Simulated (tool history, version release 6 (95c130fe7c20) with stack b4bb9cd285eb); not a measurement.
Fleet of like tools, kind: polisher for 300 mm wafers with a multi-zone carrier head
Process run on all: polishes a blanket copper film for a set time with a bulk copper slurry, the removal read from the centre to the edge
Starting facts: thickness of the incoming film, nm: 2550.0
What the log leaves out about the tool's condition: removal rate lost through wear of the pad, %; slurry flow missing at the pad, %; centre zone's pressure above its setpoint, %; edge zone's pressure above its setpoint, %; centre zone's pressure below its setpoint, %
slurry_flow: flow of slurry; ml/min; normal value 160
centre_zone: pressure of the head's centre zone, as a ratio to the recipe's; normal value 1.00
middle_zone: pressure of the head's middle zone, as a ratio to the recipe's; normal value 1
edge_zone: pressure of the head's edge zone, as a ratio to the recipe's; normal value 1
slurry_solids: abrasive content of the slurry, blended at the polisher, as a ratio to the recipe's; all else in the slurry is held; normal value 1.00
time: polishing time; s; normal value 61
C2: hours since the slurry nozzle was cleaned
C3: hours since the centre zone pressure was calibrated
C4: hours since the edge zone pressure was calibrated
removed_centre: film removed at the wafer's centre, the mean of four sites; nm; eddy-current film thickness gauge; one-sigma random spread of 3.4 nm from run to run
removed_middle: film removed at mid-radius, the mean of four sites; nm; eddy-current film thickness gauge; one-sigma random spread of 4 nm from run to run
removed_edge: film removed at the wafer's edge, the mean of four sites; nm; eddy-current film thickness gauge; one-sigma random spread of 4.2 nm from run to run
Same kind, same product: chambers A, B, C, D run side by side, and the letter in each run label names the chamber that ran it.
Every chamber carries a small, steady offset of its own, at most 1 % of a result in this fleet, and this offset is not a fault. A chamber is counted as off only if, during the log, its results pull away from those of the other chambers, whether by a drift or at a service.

-- hour=6.1 chamber C: slurry nozzle cleaned
run 1B hour=13.5 | slurry_flow=160 centre_zone=1.00 middle_zone=1 edge_zone=1 slurry_solids=1.00 time=61 | wafers_polished_on_this_pad=604 C2=135.1 C3=206.8 C4=27.3 | removed_centre=319.12 removed_middle=311.55 removed_edge=316.31
-- hour=14.3 chamber D: worn pad replaced by a new one
run 2D hour=26.2 | slurry_flow=160 centre_zone=1.00 middle_zone=1 edge_zone=1 slurry_solids=1.00 time=61 | wafers_polished_on_this_pad=134 C2=341.3 C3=555.5 C4=601.4 | removed_centre=324.17 removed_middle=313.28 removed_edge=325.66
-- hour=34.6 chamber B: worn pad replaced by a new one
run 3C hour=34.7 | slurry_flow=160 centre_zone=1.00 middle_zone=1 edge_zone=1 slurry_solids=1.00 time=61 | wafers_polished_on_this_pad=940 C2=28.6 C3=331.7 C4=187.7 | removed_centre=315.18 removed_middle=314.52 removed_edge=314.00
-- hour=37.2 chamber C: centre zone pressure recalibrated
run 4A hour=43.2 | slurry_flow=160 centre_zone=1.00 middle_zone=1 edge_zone=1 slurry_solids=1.00 time=61 | wafers_polished_on_this_pad=730 C2=216.8 C3=231.1 C4=257.3 | removed_centre=313.78 removed_middle=314.62 removed_edge=317.75
run 5A hour=50.2 | slurry_flow=160 centre_zone=1.00 middle_zone=1 edge_zone=1 slurry_solids=1.00 time=61 | wafers_polished_on_this_pad=809 C2=223.8 C3=238.1 C4=264.3 | removed_centre=320.20 removed_middle=320.04 removed_edge=321.68
run 6D hour=56.8 | slurry_flow=160 centre_zone=1.00 middle_zone=1 edge_zone=1 slurry_solids=1.00 time=61 | wafers_polished_on_this_pad=476 C2=371.9 C3=586.1 C4=632.0 | removed_centre=327.00 removed_middle=316.19 removed_edge=312.35
run 7C hour=64.9 | slurry_flow=160 centre_zone=1.00 middle_zone=1 edge_zone=1 slurry_solids=1.00 time=61 | wafers_polished_on_this_pad=1278 C2=58.8 C3=27.8 C4=217.9 | removed_centre=318.41 removed_middle=312.95 removed_edge=316.48
run 8B hour=74.1 | slurry_flow=160 centre_zone=1.00 middle_zone=1 edge_zone=1 slurry_solids=1.00 time=61 | wafers_polished_on_this_pad=442 C2=195.7 C3=267.4 C4=87.9 | removed_centre=321.08 removed_middle=314.92 removed_edge=316.42
-- hour=77.3 chamber C: worn pad replaced by a new one
-- hour=78.9 chamber D: worn pad replaced by a new one
run 9D hour=88.8 | slurry_flow=160 centre_zone=1.00 middle_zone=1 edge_zone=1 slurry_solids=1.00 time=61 | wafers_polished_on_this_pad=111 C2=403.9 C3=618.1 C4=664.0 | removed_centre=325.37 removed_middle=316.14 removed_edge=322.14
run 10B hour=96.4 | slurry_flow=160 centre_zone=1.08 middle_zone=1 edge_zone=1 slurry_solids=1.00 time=61 | wafers_polished_on_this_pad=692 C2=218.0 C3=289.7 C4=110.2 | removed_centre=338.21 removed_middle=313.72 removed_edge=323.82
run 11C hour=103.6 | slurry_flow=160 centre_zone=1.08 middle_zone=1 edge_zone=1 slurry_solids=1.00 time=61 | wafers_polished_on_this_pad=294 C2=97.5 C3=66.5 C4=256.6 | removed_centre=348.46 removed_middle=322.78 removed_edge=320.42
-- hour=114.4 chamber B: worn pad replaced by a new one
-- hour=114.7 chamber B: slurry nozzle cleaned
run 12A hour=117.4 | slurry_flow=160 centre_zone=1.08 middle_zone=1 edge_zone=1 slurry_solids=1.00 time=61 | wafers_polished_on_this_pad=1561 C2=291.0 C3=305.3 C4=331.5 | removed_centre=344.68 removed_middle=306.70 removed_edge=312.14
run 13D hour=125.0 | slurry_flow=160 centre_zone=1.08 middle_zone=1 edge_zone=1 slurry_solids=1.00 time=61 | wafers_polished_on_this_pad=516 C2=440.1 C3=654.3 C4=700.2 | removed_centre=352.90 removed_middle=316.47 removed_edge=320.93
-- hour=130.3 chamber D: worn pad replaced by a new one
run 14A hour=134.3 | slurry_flow=160 centre_zone=1.00 middle_zone=1 edge_zone=1 slurry_solids=1.00 time=61 | wafers_polished_on_this_pad=1750 C2=307.9 C3=322.2 C4=348.4 | removed_centre=305.14 removed_middle=305.20 removed_edge=316.26
run 15B hour=143.8 | slurry_flow=160 centre_zone=1.00 middle_zone=1 edge_zone=1 slurry_solids=1.00 time=61 | wafers_polished_on_this_pad=329 C2=29.2 C3=337.1 C4=157.6 | removed_centre=319.09 removed_middle=316.82 removed_edge=316.25
run 16C hour=153.2 | slurry_flow=160 centre_zone=1.00 middle_zone=1 edge_zone=1 slurry_solids=1.00 time=61 | wafers_polished_on_this_pad=850 C2=147.1 C3=116.1 C4=306.2 | removed_centre=315.18 removed_middle=317.27 removed_edge=312.39
run 17A hour=167.6 | slurry_flow=160 centre_zone=1.00 middle_zone=1 edge_zone=1 slurry_solids=1.00 time=61 | wafers_polished_on_this_pad=2123 C2=341.2 C3=355.5 C4=381.7 | removed_centre=299.69 removed_middle=302.96 removed_edge=307.88
run 18D hour=177.6 | slurry_flow=160 centre_zone=1.00 middle_zone=1 edge_zone=1 slurry_solids=1.00 time=61 | wafers_polished_on_this_pad=530 C2=492.7 C3=706.9 C4=752.8 | removed_centre=323.50 removed_middle=317.59 removed_edge=317.16
-- hour=179.1 chamber A: slurry nozzle cleaned
-- hour=185.3 chamber B: worn pad replaced by a new one
run 19C hour=190.7 | slurry_flow=160 centre_zone=1.00 middle_zone=1 edge_zone=1 slurry_solids=1.00 time=61 | wafers_polished_on_this_pad=1270 C2=184.6 C3=153.6 C4=343.7 | removed_centre=315.24 removed_middle=321.56 removed_edge=316.46
-- hour=192.0 chamber D: worn pad replaced by a new one
-- hour=201.4 chamber A: edge zone pressure recalibrated
run 20B hour=205.1 | slurry_flow=160 centre_zone=1.00 middle_zone=1 edge_zone=1 slurry_solids=1.00 time=61 | wafers_polished_on_this_pad=222 C2=90.5 C3=398.4 C4=218.9 | removed_centre=317.88 removed_middle=309.05 removed_edge=313.97
run 21C hour=216.5 | slurry_flow=160 centre_zone=1.00 middle_zone=1 edge_zone=1 slurry_solids=1.25 time=76 | wafers_polished_on_this_pad=1559 C2=210.4 C3=179.4 C4=369.5 | removed_centre=419.27 removed_middle=413.62 removed_edge=410.84
run 22B hour=225.0 | slurry_flow=160 centre_zone=1.00 middle_zone=1 edge_zone=1 slurry_solids=1.25 time=76 | wafers_polished_on_this_pad=445 C2=110.4 C3=418.3 C4=238.8 | removed_centre=415.73 removed_middle=413.19 removed_edge=410.84
run 23D hour=232.1 | slurry_flow=160 centre_zone=1.00 middle_zone=1 edge_zone=1 slurry_solids=1.25 time=76 | wafers_polished_on_this_pad=449 C2=547.2 C3=761.4 C4=807.3 | removed_centre=422.64 removed_middle=414.15 removed_edge=418.42
run 24A hour=244.0 | slurry_flow=160 centre_zone=1.00 middle_zone=1 edge_zone=1 slurry_solids=1.25 time=76 | wafers_polished_on_this_pad=2979 C2=64.9 C3=431.9 C4=42.6 | removed_centre=389.52 removed_middle=391.77 removed_edge=381.39
-- hour=246.6 chamber D: worn pad replaced by a new one
run 25D hour=252.9 | slurry_flow=160 centre_zone=1.00 middle_zone=1 edge_zone=1 slurry_solids=1.00 time=80 | wafers_polished_on_this_pad=70 C2=568.0 C3=782.2 C4=828.1 | removed_centre=420.94 removed_middle=425.98 removed_edge=410.53
run 26B hour=260.7 | slurry_flow=160 centre_zone=1.00 middle_zone=1 edge_zone=1 slurry_solids=1.00 time=80 | wafers_polished_on_this_pad=844 C2=146.1 C3=454.0 C4=274.5 | removed_centre=413.80 removed_middle=410.84 removed_edge=412.23

Which is it: a chamber that has drifted or been left off by a service, a gauge drift common to all chambers, or only each chamber's usual small offset? If a chamber is off, name it and its likeliest cause.

Chamber A drifts away from the others.
Cause: removal rate lost through wear of the pad, % = 9.68.

Here are 4 candidates for chamber A's next run, each the usual settings with a change, their results left as question marks. Which one brings its results back in line with what the others give on the usual settings?
In line here means within this much of the mean the other chambers give on the usual settings: removed_centre 12.00 nm; removed_middle 14.00 nm; removed_edge 15.00 nm
run 27A-1 hour=271.4 | slurry_flow=165 centre_zone=1.00 middle_zone=1 edge_zone=1 slurry_solids=1.00 time=66 | removed_centre=? removed_middle=? removed_edge=?
run 27A-2 hour=271.4 | slurry_flow=160 centre_zone=1.00 middle_zone=1 edge_zone=1 slurry_solids=1.00 time=63 | removed_centre=? removed_middle=? removed_edge=?
run 27A-3 hour=271.4 | slurry_flow=155 centre_zone=1.00 middle_zone=1 edge_zone=1 slurry_solids=1.00 time=56 | removed_centre=? removed_middle=? removed_edge=?
run 27A-4 hour=271.4 | slurry_flow=160 centre_zone=1.00 middle_zone=1 edge_zone=1 slurry_solids=1.00 time=59 | removed_centre=? removed_middle=? removed_edge=?

On the usual settings, the other chambers give on average: removed_centre 318.23 nm; removed_middle 318.10 nm; removed_edge 317.79 nm
run=27A-1 removed_centre=314.27 removed_middle=314.62 removed_edge=311.74
run=27A-2 removed_centre=298.11 removed_middle=298.65 removed_edge=296.36
run=27A-3 removed_centre=263.22 removed_middle=263.89 removed_edge=262.31
run=27A-4 removed_centre=279.18 removed_middle=279.69 removed_edge=277.55
27A-1 is the one that brings the chamber's results back in line with the other chambers.

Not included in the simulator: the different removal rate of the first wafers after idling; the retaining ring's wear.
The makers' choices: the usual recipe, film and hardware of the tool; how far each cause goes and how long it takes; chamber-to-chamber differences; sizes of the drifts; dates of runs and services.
